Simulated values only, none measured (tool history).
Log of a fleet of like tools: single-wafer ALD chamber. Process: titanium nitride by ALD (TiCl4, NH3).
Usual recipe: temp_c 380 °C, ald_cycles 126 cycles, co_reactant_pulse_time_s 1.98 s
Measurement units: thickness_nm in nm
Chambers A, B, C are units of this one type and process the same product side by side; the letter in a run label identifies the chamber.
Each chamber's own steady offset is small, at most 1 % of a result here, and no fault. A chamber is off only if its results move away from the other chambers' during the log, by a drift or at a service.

run	hour	temp_c	ald_cycles	co_reactant_pulse_time_s	read-back reference wafer on the same gauge, thickness_nm	thickness_nm
1A	8.9	380	126	1.98	3.1387	2.7078
2C	16.2	380	126	1.98	3.1417	2.7291
3B	24.7	380	126	1.98	3.1403	2.7124
4A	33.8	380	126	1.98	3.1347	2.7306
5C	39.9	368	126	1.98	3.1401	2.6862
6B	51.0	368	126	1.98	3.1432	2.6963
7A	56.9	368	126	1.98	3.1398	2.6695
8C	64.6	380	126	1.98	3.1363	2.7604
9B	69.9	385	107	1.98	3.1401	2.3658
10C	78.2	385	107	1.98	3.1396	2.3315
11A	84.0	385	107	1.98	3.1348	2.3274
12B	95.1	380	126	1.98	3.1380	2.7558
13C	100.2	380	126	1.98	3.1424	2.7212
14A	109.6	380	114	1.98	3.1385	2.4715
15B	120.6	380	114	1.98	3.1425	2.4728
16B	128.1	380	114	1.98	3.1439	2.4633
17A	138.8	380	126	1.98	3.1409	2.7241
18C	144.9	380	126	1.98	3.1378	2.7353
19B	150.2	380	126	1.98	3.1392	2.7815
20A	157.8	380	126	1.98	3.1405	2.7021
21C	168.6	380	126	1.98	3.1423	2.7433
22C	177.0	380	126	1.98	3.1389	2.7379
23A	183.9	380	126	1.98	3.1417	2.7243
24B	193.8	366	126	1.24	3.1394	2.5564
25C	200.1	366	126	1.24	3.1429	2.5900
26A	205.8	366	126	1.24	3.1409	2.5587
27B	212.8	368	126	2.74	3.1426	2.7620
28C	219.6	368	126	2.74	3.1373	2.7352
29B	230.3	368	126	2.74	3.1409	2.7435

Has any chamber moved away from the others, gradually or after a service, or does the common gauge drift, or do the chambers differ only by their own small steady offsets? State the chamber and the most likely cause if one applies.

Neither any chamber nor the gauge drifts; the chambers differ only by their own small, steady offsets.
